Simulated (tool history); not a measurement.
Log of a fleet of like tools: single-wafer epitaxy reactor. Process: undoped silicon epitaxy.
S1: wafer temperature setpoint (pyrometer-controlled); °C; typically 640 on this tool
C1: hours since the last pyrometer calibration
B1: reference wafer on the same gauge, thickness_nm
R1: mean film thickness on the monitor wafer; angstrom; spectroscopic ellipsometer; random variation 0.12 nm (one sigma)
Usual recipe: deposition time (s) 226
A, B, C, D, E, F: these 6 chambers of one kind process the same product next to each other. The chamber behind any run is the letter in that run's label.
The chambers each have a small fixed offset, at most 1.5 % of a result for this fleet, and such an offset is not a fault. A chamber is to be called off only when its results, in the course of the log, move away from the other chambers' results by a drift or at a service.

Run 1A, hour 6.4: usual settings; C1 1465.4; B1 35.648. Result: R1 305.97 angstrom.
Run 2E, hour 13.2: usual settings; C1 980.1; B1 35.587. Result: R1 304.34 angstrom.
Run 3B, hour 17.6: usual settings; C1 1183.8; B1 35.63. Result: R1 302.11 angstrom.
Run 4D, hour 22.3: usual settings; C1 1005.2; B1 35.587. Result: R1 300.08 angstrom.
Run 5F, hour 26.6: usual settings; C1 1599.2; B1 35.6. Result: R1 304.91 angstrom.
Run 6C, hour 32.4: usual settings; C1 632; B1 35.592. Result: R1 306.24 angstrom.
Run 7E, hour 37.5: usual settings; C1 1004.4; B1 35.583. Result: R1 302.28 angstrom.
Run 8C, hour 44.7: usual settings; C1 644.3; B1 35.596. Result: R1 308.23 angstrom.
Run 9F, hour 50.3: usual settings; C1 1622.9; B1 35.564. Result: R1 305.91 angstrom.
Run 10B, hour 54.4: usual settings; C1 1220.6; B1 35.565. Result: R1 299.57 angstrom.
Run 11A, hour 58.3: usual settings; C1 1517.3; B1 35.564. Result: R1 304.19 angstrom.
Run 12D, hour 64.6: usual settings; C1 1047.5; B1 35.6. Result: R1 301.73 angstrom.
Run 13D, hour 73: usual settings but S1 652 °C, deposition time (s) 267; C1 1055.9; B1 35.601. Result: R1 462.77 angstrom.
Run 14A, hour 81.3: usual settings but S1 652 °C, deposition time (s) 267; C1 1540.3; B1 35.612. Result: R1 470.03 angstrom.
Run 15C, hour 86.6: usual settings but S1 652 °C, deposition time (s) 267; C1 686.2; B1 35.617. Result: R1 472.76 angstrom.
Run 16B, hour 94: usual settings but S1 652 °C, deposition time (s) 267; C1 1260.2; B1 35.589. Result: R1 467.75 angstrom.
Run 17F, hour 98.8: usual settings but S1 652 °C, deposition time (s) 267; C1 1671.4; B1 35.588. Result: R1 464.66 angstrom.
Run 18E, hour 103.1: usual settings but S1 652 °C, deposition time (s) 267; C1 1070; B1 35.587. Result: R1 465.38 angstrom.
Run 19F, hour 110.2: usual settings; C1 1682.8; B1 35.61. Result: R1 306.54 angstrom.
Run 20C, hour 113.9: usual settings; C1 713.5; B1 35.612. Result: R1 306.76 angstrom.
Run 21E, hour 121.5: usual settings; C1 1088.4; B1 35.617. Result: R1 299.88 angstrom.
Run 22D, hour 126.2: usual settings; C1 1109.1; B1 35.583. Result: R1 302.31 angstrom.
Run 23B, hour 130.1: usual settings; C1 1296.3; B1 35.61. Result: R1 302.27 angstrom.
Run 24A, hour 134.4: usual settings; C1 1593.4; B1 35.628. Result: R1 304.77 angstrom.
Run 25B, hour 140.8: usual settings; C1 1307; B1 35.581. Result: R1 300.97 angstrom.
Run 26A, hour 146.9: usual settings; C1 1605.9; B1 35.575. Result: R1 302.18 angstrom.
Run 27E, hour 154.2: usual settings but S1 634 °C, deposition time (s) 259; C1 1121.1; B1 35.572. Result: R1 296.86 angstrom.
Run 28F, hour 160.5: usual settings but S1 634 °C, deposition time (s) 259; C1 1733.1; B1 35.633. Result: R1 304.16 angstrom.
Run 29D, hour 167.8: usual settings but S1 634 °C, deposition time (s) 259; C1 1150.7; B1 35.62. Result: R1 305.46 angstrom.
Run 30C, hour 174.5: usual settings but S1 634 °C, deposition time (s) 259; C1 774.1; B1 35.602. Result: R1 306.32 angstrom.
Run 31A, hour 178.9: usual settings but S1 634 °C, deposition time (s) 259; C1 1637.9; B1 35.591. Result: R1 304.51 angstrom.
Run 32B, hour 186.4: usual settings but S1 634 °C, deposition time (s) 259; C1 1352.6; B1 35.627. Result: R1 303.97 angstrom.
Run 33C, hour 193: usual settings; C1 792.6; B1 35.601. Result: R1 306.98 angstrom.
Run 34F, hour 199.7: usual settings; C1 1772.3; B1 35.64. Result: R1 304.46 angstrom.
Run 35D, hour 206.1: usual settings; C1 1189; B1 35.57. Result: R1 301.91 angstrom.
Run 36E, hour 213.9: usual settings; C1 1180.8; B1 35.645. Result: R1 291.37 angstrom.
Run 37B, hour 217.9: usual settings; C1 1384.1; B1 35.616. Result: R1 304.56 angstrom.
Run 38F, hour 226.1: usual settings; C1 1798.7; B1 35.574. Result: R1 304.35 angstrom.

One chamber off, gauge drift, or nothing amiss beyond the chambers' own small offsets? If it is a chamber, which one, and what is the likeliest cause?

Little by little, chamber E moves away from the other chambers.
What lies behind it: wafer temperature below the value expected at the setpoint (K) = 2.04.

Below are 4 candidate recipes for chamber E's next run, each the usual settings with a change, their results shown as question marks. Which of them brings E's results back in line with what the other chambers give on the usual settings?
In line means no further than this from the other chambers' mean on the usual settings: R1 4.4 angstrom
Run 39E-1, hour 232.1: usual settings but deposition time (s) 237. Result: R1 ?.
Run 39E-2, hour 232.1: usual settings but deposition time (s) 230. Result: R1 ?.
Run 39E-3, hour 232.1: usual settings but deposition time (s) 222. Result: R1 ?.
Run 39E-4, hour 232.1: usual settings but deposition time (s) 215. Result: R1 ?.

What the other chambers average on the usual settings: R1 304.2 angstrom
  run      R1
39E-1  303.86
39E-2  294.89
39E-3  284.63
39E-4  275.66
39E-1 is the one that brings the chamber's results back in line with the other chambers.
